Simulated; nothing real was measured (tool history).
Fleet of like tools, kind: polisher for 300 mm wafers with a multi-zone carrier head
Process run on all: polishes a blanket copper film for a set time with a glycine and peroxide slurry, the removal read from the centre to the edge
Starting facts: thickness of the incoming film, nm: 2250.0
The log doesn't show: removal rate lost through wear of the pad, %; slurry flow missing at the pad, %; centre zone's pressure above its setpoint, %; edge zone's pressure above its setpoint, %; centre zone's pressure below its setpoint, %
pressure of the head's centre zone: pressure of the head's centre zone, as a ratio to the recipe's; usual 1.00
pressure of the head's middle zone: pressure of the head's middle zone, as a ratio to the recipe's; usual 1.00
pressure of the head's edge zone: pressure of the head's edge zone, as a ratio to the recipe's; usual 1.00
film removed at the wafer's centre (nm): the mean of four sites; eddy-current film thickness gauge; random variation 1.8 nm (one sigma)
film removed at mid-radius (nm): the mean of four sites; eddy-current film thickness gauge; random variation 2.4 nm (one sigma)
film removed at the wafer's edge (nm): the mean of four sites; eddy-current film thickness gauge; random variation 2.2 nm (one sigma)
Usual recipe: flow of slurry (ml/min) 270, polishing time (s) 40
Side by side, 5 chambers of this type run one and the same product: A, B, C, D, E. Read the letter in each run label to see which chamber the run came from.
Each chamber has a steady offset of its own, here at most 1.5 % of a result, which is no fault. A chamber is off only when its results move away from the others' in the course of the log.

run,hour,flow of slurry (ml/min),pressure of the head's centre zone,pressure of the head's middle zone,pressure of the head's edge zone,polishing time (s),wafers polished on this pad,hours since the slurry nozzle was cleaned,hours since the centre zone pressure was calibrated,hours since the edge zone pressure was calibrated,film removed at the wafer's centre (nm),film removed at mid-radius (nm),film removed at the wafer's edge (nm)
# hour 8.0: chamber E: edge zone pressure recalibrated
1B,9.9,270,1.00,1.00,1.00,40,771,523.5,147.2,54.5,190.34,189.75,187.03
# hour 10.0: chamber C: worn pad replaced by a new one
2A,14.8,270,1.00,1.00,1.00,40,704,301.2,272.4,723.9,187.52,191.40,194.75
3E,20.1,270,1.00,1.00,1.00,40,568,178.1,917.8,12.1,184.04,187.95,190.39
# hour 21.2: chamber A: worn pad replaced by a new one
4D,30.1,270,1.00,1.00,1.00,40,1071,219.8,727.3,134.1,188.12,187.68,186.26
5C,35.5,270,1.00,1.00,1.00,40,222,215.4,394.5,986.7,191.33,191.72,186.27
6A,43.2,270,1.00,1.00,1.00,40,191,329.6,300.8,752.3,189.05,188.61,194.78
# hour 44.2: chamber C: centre zone pressure recalibrated
7E,48.8,270,1.00,1.00,1.00,40,817,206.8,946.5,40.8,184.96,189.12,188.24
# hour 52.6: chamber C: edge zone pressure recalibrated
8C,55.9,270,0.93,1.00,1.00,40,399,235.8,11.7,3.3,172.20,186.36,182.50
# hour 56.3: chamber A: edge zone pressure recalibrated
9D,64.6,270,0.93,1.00,1.00,40,1371,254.3,761.8,168.6,172.81,188.05,186.11
# hour 65.9: chamber E: worn pad replaced by a new one
# hour 69.7: chamber D: worn pad replaced by a new one
10B,70.8,270,0.93,1.00,1.00,40,1301,584.4,208.1,115.4,173.38,184.56,192.63
# hour 74.8: chamber C: worn pad replaced by a new one
11B,75.4,270,0.93,1.00,1.00,40,1341,589.0,212.7,120.0,170.76,185.98,188.83
# hour 82.1: chamber C: slurry nozzle cleaned
# hour 84.0: chamber B: worn pad replaced by a new one
12E,84.8,270,0.93,1.00,1.00,40,164,242.8,982.5,76.8,172.06,188.85,192.92
# hour 89.7: chamber A: slurry nozzle cleaned
13D,93.2,270,1.00,1.00,1.00,40,204,282.9,790.4,197.2,187.04,188.80,190.49
# hour 95.9: chamber B: slurry nozzle cleaned
14A,99.1,270,1.00,1.00,1.00,40,678,9.4,356.7,42.8,187.20,190.25,189.77
15C,104.7,270,1.00,1.00,1.00,40,260,22.7,60.5,52.1,188.90,185.76,188.01
# hour 111.5: chamber A: worn pad replaced by a new one
16D,113.9,270,0.91,1.00,1.08,40,384,303.6,811.1,217.9,168.52,192.59,196.80
17C,122.9,270,0.91,1.00,1.08,40,418,40.9,78.7,70.3,171.93,189.31,194.77
18A,131.8,270,0.91,1.00,1.08,40,176,42.1,389.4,75.5,169.00,192.53,195.47
19E,140.9,270,0.91,1.00,1.08,40,652,298.9,1038.6,132.9,163.75,181.01,193.50
# hour 145.4: chamber C: worn pad replaced by a new one
20B,149.7,270,0.91,1.00,1.08,40,571,53.8,287.0,194.3,172.90,186.75,200.76
21C,158.7,270,1.00,1.00,1.00,40,115,76.7,114.5,106.1,191.23,189.01,186.06
22D,165.8,270,1.00,1.00,1.00,40,836,355.5,863.0,269.8,191.01,190.80,188.71
23A,174.8,270,1.00,1.00,1.00,40,551,85.1,432.4,118.5,189.20,185.18,188.82
# hour 183.1: chamber E: worn pad replaced by a new one
24E,185.3,270,1.00,1.00,1.00,40,19,343.3,1083.0,177.3,181.65,186.00,189.00
# hour 188.3: chamber A: worn pad replaced by a new one
25B,195.4,270,1.00,1.00,1.00,40,969,99.5,332.7,240.0,187.00,187.77,190.74
26E,204.1,270,1.00,1.00,1.00,40,182,362.1,1101.8,196.1,182.88,187.32,187.71
# hour 204.9: chamber C: worn pad replaced by a new one
# hour 207.5: chamber D: slurry nozzle cleaned
27B,209.4,270,1.00,1.00,1.00,40,1091,113.5,346.7,254.0,188.96,188.83,191.42
28D,215.3,270,1.00,1.09,1.00,40,1267,7.8,912.5,319.3,187.89,207.46,182.80
# hour 220.9: chamber B: worn pad replaced by a new one
29C,221.8,270,1.00,1.09,1.00,40,147,139.8,177.6,169.2,187.02,207.93,186.07
30A,229.7,270,1.00,1.09,1.00,40,360,140.0,487.3,173.4,185.43,204.04,192.27
# hour 232.4: chamber D: worn pad replaced by a new one
31C,239.8,270,1.00,1.09,1.00,40,304,157.8,195.6,187.2,187.91,205.40,186.20
32E,247.2,270,1.00,1.09,1.00,40,557,405.2,1144.9,239.2,179.50,197.30,184.51
33A,254.9,270,1.00,1.00,1.00,40,579,165.2,512.5,198.6,186.07,187.32,191.57
34D,263.7,270,1.00,1.00,1.00,40,272,56.2,960.9,367.7,188.86,186.88,186.35
# hour 265.2: chamber A: worn pad replaced by a new one
# hour 267.0: chamber C: worn pad replaced by a new one
35B,270.8,185,1.00,0.91,1.00,40,434,174.9,408.1,315.4,179.47,164.35,184.59
36B,276.0,185,1.00,0.91,1.00,40,479,180.1,413.3,320.6,176.74,166.18,185.35
37E,282.4,185,1.00,0.91,1.00,40,864,440.4,1180.1,274.4,164.61,154.86,174.73
# hour 290.3: chamber E: worn pad replaced by a new one
38D,291.6,185,1.00,0.91,1.00,40,515,84.1,988.8,395.6,179.41,168.00,181.48
39C,297.0,185,1.00,0.91,1.00,40,261,215.0,252.8,244.4,178.60,168.30,181.31
40A,303.4,270,1.00,1.00,1.00,40,332,213.7,561.0,247.1,190.40,193.39,190.21
41C,309.7,270,1.00,1.00,0.94,40,371,227.7,265.5,257.1,185.09,193.70,183.23
42A,317.0,270,1.00,1.00,0.94,40,450,227.3,574.6,260.7,188.77,187.81,183.81
43E,322.7,270,1.00,1.00,0.94,40,282,480.7,1220.4,314.7,179.01,181.51,177.72
44D,331.5,270,1.00,1.00,0.94,40,862,124.0,1028.7,435.5,185.93,194.56,178.40

Decide between three cases: one chamber stands off from its peers, the gauge reading all wafers drifts, or nothing is wrong past each chamber's small offset. Where a chamber is off, say which and what most likely put it there.

Chamber E drifts away from the others.
Likeliest cause: slurry flow missing at the pad, % = 31.1.

Chamber E could run next with any of the 4 candidate recipes listed below; each alters the usual settings, and their results appear as question marks. Which one brings its results back in line with what the other chambers deliver on the usual settings?
In line means no further than this from the other chambers' mean on the usual settings: film removed at the wafer's centre (nm) 6.40; film removed at mid-radius (nm) 8.40; film removed at the wafer's edge (nm) 7.80
45E-1,339.0,265,0.98,0.99,1.01,38,,,,,?,?,?
45E-2,339.0,275,1.02,1.01,0.99,42,,,,,?,?,?
45E-3,339.0,280,1.04,1.01,0.98,43,,,,,?,?,?
45E-4,339.0,260,0.96,0.99,1.02,37,,,,,?,?,?

What the other chambers average on the usual settings: film removed at the wafer's centre (nm) 188.48; film removed at mid-radius (nm) 188.85; film removed at the wafer's edge (nm) 188.99
run,film removed at the wafer's centre (nm),film removed at mid-radius (nm),film removed at the wafer's edge (nm)
45E-1,164.56,168.89,174.23
45E-2,191.39,191.25,191.29
45E-3,200.81,196.33,195.19
45E-4,156.06,163.95,170.15
With 45E-2, the chamber falls back in line with the rest.
